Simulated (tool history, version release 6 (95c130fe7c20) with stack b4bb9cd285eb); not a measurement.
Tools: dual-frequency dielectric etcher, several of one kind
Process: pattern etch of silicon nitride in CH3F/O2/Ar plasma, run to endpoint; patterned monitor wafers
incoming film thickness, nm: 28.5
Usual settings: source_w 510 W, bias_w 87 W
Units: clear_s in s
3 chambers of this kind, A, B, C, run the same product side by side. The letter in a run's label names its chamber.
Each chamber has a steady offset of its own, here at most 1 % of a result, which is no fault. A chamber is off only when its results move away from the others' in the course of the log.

run,hour,source_w,bias_w,clear_s
1A,8.9,510,87,35.175
2B,23,510,87,35.542
3C,31.9,510,87,35.675
4C,44.3,510,87,35.715
5B,54.7,420,87,38.085
6A,62.3,420,87,37.979
7B,70.1,420,87,37.993
8A,79.3,510,87,35.18
9C,88.3,460,107,34.351
10C,95,460,107,34.648
11B,106.3,460,107,34.513
12A,118,510,87,35.303
13A,128.5,510,87,35.337
14C,142,510,87,35.716
15B,151.8,510,87,35.434
16C,161.5,510,87,35.329
17B,172,510,87,35.29
18A,186,430,108,34.871
19A,195.1,430,108,34.911
# hour 196.9: chamber A: wet clean of the chamber
20C,203.7,430,108,34.657
21B,210.5,510,87,35.299
22C,221.8,510,87,35.591
23B,229.1,430,76,39.607
24A,239.2,430,76,37.955
25A,245.7,430,76,37.579
26B,258,510,87,35.462
27C,264.6,510,87,35.189
28C,273.6,510,87,35.46
29A,281.6,510,87,33.958
30B,295,510,87,35.566
31C,305,510,87,35.525
32B,318.5,510,87,35.095
33A,332.7,510,87,33.779
34C,342.7,510,87,35.454
35B,349.3,510,87,35.152
36A,361.6,510,87,33.902
37B,372.7,510,87,35.312
38C,379.2,570,76,35.942
39A,389.7,570,76,33.925

What goes on in this fleet: one chamber off, a drifting gauge, or nothing beyond the chambers' own small offsets? Name the chamber and the cause, if any.

A service left chamber A off against the others.
Cause: etch rate over this chamber's usual, % = 4.31.

Here are 4 candidates for chamber A's next run, each the usual settings with a change, their results left as question marks. Which one brings its results back in line with what the others give on the usual settings?
In line means no further than this from the other chambers' mean on the usual settings: clear_s 0.6 s
40A-1,399.9,510,108,?
40A-2,399.9,510,68,?
40A-3,399.9,570,87,?
40A-4,399.9,470,82,?

The other chambers' mean on the usual settings: clear_s 35.44 s
run,clear_s
40A-1,31.246
40A-2,36.686
40A-3,32.37
40A-4,35.516
40A-4 brings the chamber back in line.
